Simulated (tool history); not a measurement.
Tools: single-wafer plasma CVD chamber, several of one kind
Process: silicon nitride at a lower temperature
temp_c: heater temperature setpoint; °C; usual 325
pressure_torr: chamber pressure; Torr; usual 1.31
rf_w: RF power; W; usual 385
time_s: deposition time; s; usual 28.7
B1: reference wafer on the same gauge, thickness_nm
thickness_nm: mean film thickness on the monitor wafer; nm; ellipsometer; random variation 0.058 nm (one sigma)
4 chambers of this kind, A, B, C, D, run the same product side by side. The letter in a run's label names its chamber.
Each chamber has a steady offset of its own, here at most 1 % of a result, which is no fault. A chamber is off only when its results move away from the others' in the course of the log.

-- day=0.092 chamber B: capacitance manometer re-zeroed and calibrated
run 1A day=0.338 | temp_c=325 pressure_torr=1.31 rf_w=385 time_s=28.7 | B1=38.099 | thickness_nm=37.962
run 2B day=0.667 | temp_c=325 pressure_torr=1.31 rf_w=385 time_s=28.7 | B1=38.099 | thickness_nm=37.949
run 3C day=1.096 | temp_c=325 pressure_torr=1.31 rf_w=385 time_s=28.7 | B1=38.094 | thickness_nm=37.461
run 4D day=1.333 | temp_c=325 pressure_torr=1.31 rf_w=385 time_s=28.7 | B1=38.091 | thickness_nm=37.734
run 5C day=1.625 | temp_c=325 pressure_torr=1.31 rf_w=385 time_s=28.7 | B1=38.088 | thickness_nm=37.510
run 6A day=2.088 | temp_c=325 pressure_torr=1.31 rf_w=385 time_s=28.7 | B1=38.071 | thickness_nm=37.862
run 7D day=2.433 | temp_c=325 pressure_torr=1.31 rf_w=385 time_s=28.7 | B1=38.070 | thickness_nm=37.677
run 8B day=2.929 | temp_c=335 pressure_torr=1.31 rf_w=335 time_s=28.7 | B1=38.069 | thickness_nm=34.540
run 9B day=3.329 | temp_c=335 pressure_torr=1.31 rf_w=335 time_s=28.7 | B1=38.041 | thickness_nm=34.493
run 10C day=3.742 | temp_c=335 pressure_torr=1.31 rf_w=335 time_s=28.7 | B1=38.042 | thickness_nm=34.213
run 11D day=4.000 | temp_c=335 pressure_torr=1.31 rf_w=335 time_s=28.7 | B1=38.033 | thickness_nm=34.250
run 12A day=4.483 | temp_c=325 pressure_torr=1.31 rf_w=385 time_s=28.7 | B1=38.025 | thickness_nm=37.867
run 13D day=4.967 | temp_c=325 pressure_torr=1.31 rf_w=385 time_s=28.7 | B1=38.016 | thickness_nm=37.675
run 14B day=5.379 | temp_c=325 pressure_torr=1.31 rf_w=385 time_s=28.7 | B1=38.027 | thickness_nm=37.795
run 15C day=5.712 | temp_c=325 pressure_torr=1.31 rf_w=385 time_s=28.7 | B1=38.025 | thickness_nm=37.401
run 16A day=5.933 | temp_c=325 pressure_torr=1.31 rf_w=385 time_s=28.7 | B1=38.033 | thickness_nm=37.917
-- day=6.271 chamber A: RF generator calibrated
run 17D day=6.433 | temp_c=325 pressure_torr=1.31 rf_w=385 time_s=28.7 | B1=38.012 | thickness_nm=37.680
run 18A day=6.808 | temp_c=325 pressure_torr=1.16 rf_w=385 time_s=28.7 | B1=38.005 | thickness_nm=36.725
run 19B day=7.258 | temp_c=325 pressure_torr=1.16 rf_w=385 time_s=28.7 | B1=37.998 | thickness_nm=36.507
run 20C day=7.721 | temp_c=325 pressure_torr=1.16 rf_w=385 time_s=28.7 | B1=38.002 | thickness_nm=36.082
run 21D day=8.142 | temp_c=325 pressure_torr=1.16 rf_w=385 time_s=28.7 | B1=37.973 | thickness_nm=36.191
run 22B day=8.529 | temp_c=325 pressure_torr=1.31 rf_w=385 time_s=28.7 | B1=37.995 | thickness_nm=37.766
-- day=8.821 chamber C: RF generator calibrated
run 23A day=8.946 | temp_c=325 pressure_torr=1.31 rf_w=385 time_s=28.7 | B1=37.978 | thickness_nm=37.816
run 24C day=9.442 | temp_c=325 pressure_torr=1.31 rf_w=385 time_s=28.7 | B1=37.975 | thickness_nm=37.459
-- day=9.654 chamber B: RF generator calibrated
run 25A day=9.904 | temp_c=325 pressure_torr=1.31 rf_w=385 time_s=28.7 | B1=37.971 | thickness_nm=37.958
run 26B day=10.350 | temp_c=325 pressure_torr=1.31 rf_w=385 time_s=28.7 | B1=37.946 | thickness_nm=37.715
run 27C day=10.833 | temp_c=325 pressure_torr=1.31 rf_w=385 time_s=28.7 | B1=37.951 | thickness_nm=37.445
run 28D day=11.179 | temp_c=325 pressure_torr=1.31 rf_w=385 time_s=28.7 | B1=37.940 | thickness_nm=37.487
run 29D day=11.408 | temp_c=325 pressure_torr=1.31 rf_w=385 time_s=28.7 | B1=37.935 | thickness_nm=37.530
run 30A day=11.688 | temp_c=325 pressure_torr=1.31 rf_w=385 time_s=28.7 | B1=37.931 | thickness_nm=37.897
run 31C day=11.954 | temp_c=325 pressure_torr=1.31 rf_w=385 time_s=28.7 | B1=37.930 | thickness_nm=37.409
run 32B day=12.442 | temp_c=325 pressure_torr=1.31 rf_w=385 time_s=28.7 | B1=37.929 | thickness_nm=37.830
run 33C day=12.796 | temp_c=325 pressure_torr=1.31 rf_w=385 time_s=28.7 | B1=37.923 | thickness_nm=37.372
run 34A day=13.029 | temp_c=325 pressure_torr=1.31 rf_w=385 time_s=28.7 | B1=37.905 | thickness_nm=37.747
run 35B day=13.342 | temp_c=325 pressure_torr=1.31 rf_w=385 time_s=28.7 | B1=37.899 | thickness_nm=37.741
run 36D day=13.646 | temp_c=325 pressure_torr=1.31 rf_w=385 time_s=28.7 | B1=37.902 | thickness_nm=37.465
run 37A day=14.117 | temp_c=325 pressure_torr=1.31 rf_w=385 time_s=28.7 | B1=37.900 | thickness_nm=37.754
run 38B day=14.367 | temp_c=325 pressure_torr=1.31 rf_w=385 time_s=28.7 | B1=37.901 | thickness_nm=37.682
run 39C day=14.758 | temp_c=325 pressure_torr=1.31 rf_w=385 time_s=28.7 | B1=37.888 | thickness_nm=37.402
run 40D day=15.054 | temp_c=325 pressure_torr=1.31 rf_w=385 time_s=28.7 | B1=37.875 | thickness_nm=37.506
run 41B day=15.512 | temp_c=320 pressure_torr=1.31 rf_w=385 time_s=28.7 | B1=37.871 | thickness_nm=37.827
run 42A day=15.775 | temp_c=320 pressure_torr=1.31 rf_w=385 time_s=28.7 | B1=37.880 | thickness_nm=37.804
run 43C day=16.171 | temp_c=320 pressure_torr=1.31 rf_w=385 time_s=28.7 | B1=37.869 | thickness_nm=37.480
run 44D day=16.421 | temp_c=320 pressure_torr=1.31 rf_w=385 time_s=28.7 | B1=37.876 | thickness_nm=37.481

Next, every chamber runs the same settings. What will each give?
run 45A day=16.788 | temp_c=325 pressure_torr=1.56 rf_w=385 time_s=28.7 | thickness_nm=?
run 45B day=16.788 | temp_c=325 pressure_torr=1.56 rf_w=385 time_s=28.7 | thickness_nm=?
run 45C day=16.788 | temp_c=325 pressure_torr=1.56 rf_w=385 time_s=28.7 | thickness_nm=?
run 45D day=16.788 | temp_c=325 pressure_torr=1.56 rf_w=385 time_s=28.7 | thickness_nm=?

run=45A thickness_nm=39.629
run=45B thickness_nm=39.564
run=45C thickness_nm=39.329
run=45D thickness_nm=39.402

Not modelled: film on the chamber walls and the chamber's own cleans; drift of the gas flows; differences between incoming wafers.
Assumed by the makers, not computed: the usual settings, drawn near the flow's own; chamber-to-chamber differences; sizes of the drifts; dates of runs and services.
